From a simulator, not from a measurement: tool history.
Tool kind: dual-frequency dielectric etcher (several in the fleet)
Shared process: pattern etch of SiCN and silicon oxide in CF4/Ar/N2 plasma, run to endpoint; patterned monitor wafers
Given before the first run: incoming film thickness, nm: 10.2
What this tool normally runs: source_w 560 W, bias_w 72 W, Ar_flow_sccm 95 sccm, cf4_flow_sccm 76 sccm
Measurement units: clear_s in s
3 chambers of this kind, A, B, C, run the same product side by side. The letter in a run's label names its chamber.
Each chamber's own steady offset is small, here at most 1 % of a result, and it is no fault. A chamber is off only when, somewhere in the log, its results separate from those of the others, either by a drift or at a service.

run,hour,source_w,bias_w,Ar_flow_sccm,cf4_flow_sccm,clear_s
1B,6.0,560,72,95,76,9.5020
2A,13.5,560,72,95,76,9.5757
3C,26.6,560,72,95,76,9.6437
4A,34.7,560,72,95,76,9.5786
5C,43.7,560,72,95,76,9.5798
6B,55.1,560,72,95,76,9.4883
# hour 63.2: chamber C: bias power generator calibrated
7B,65.4,560,72,95,76,9.4559
8A,78.4,560,72,95,76,9.6038
9C,90.6,560,72,95,76,9.5650
10A,98.2,560,72,95,76,9.6139
11B,104.6,560,72,95,76,9.5056
12C,114.4,560,72,95,76,9.5670
# hour 125.5: chamber C: wet clean of the chamber
13C,125.8,560,72,95,76,9.5787
14A,133.1,560,63,95,86,9.8823
15B,143.0,560,63,95,86,9.6741
16C,154.6,560,63,95,86,9.8449
17B,165.9,510,72,95,60,10.6530
18A,175.6,510,72,95,60,10.7500
19C,187.0,510,72,95,60,10.7810
20B,199.8,560,72,95,76,9.4668
# hour 207.3: chamber A: wet clean of the chamber
21A,211.5,560,72,95,76,9.6476
22C,219.1,560,72,95,76,9.5537
23B,228.7,560,72,95,76,9.5431
24A,241.3,560,72,95,76,9.5707
25C,251.0,560,72,95,76,9.5276
26B,257.3,560,72,95,76,9.4920
27A,269.0,560,72,95,76,9.5860
28B,278.2,560,72,95,76,9.5173
29C,284.3,560,72,95,76,9.5671
30A,295.6,560,72,95,76,9.6064
31C,302.5,560,72,95,76,9.6270
32B,315.1,490,72,95,64,10.9320
# hour 316.9: chamber A: source power generator calibrated
33A,323.7,490,72,95,64,11.0630
34C,332.2,490,72,95,64,11.0380
35A,344.1,560,72,95,76,9.5663
36B,352.1,560,72,95,76,9.5028
37B,360.2,560,72,95,76,9.5903
38C,366.1,560,72,95,76,9.5162
39A,378.9,560,72,95,76,9.6000
40C,385.0,560,72,95,76,9.5980

Which is it: a chamber that has drifted or been left off by a service, a gauge drift common to all chambers, or only each chamber's usual small offset? If a chamber is off, name it and its likeliest cause.

Beyond each chamber's small constant offset nothing stands out, and the gauge stays steady.
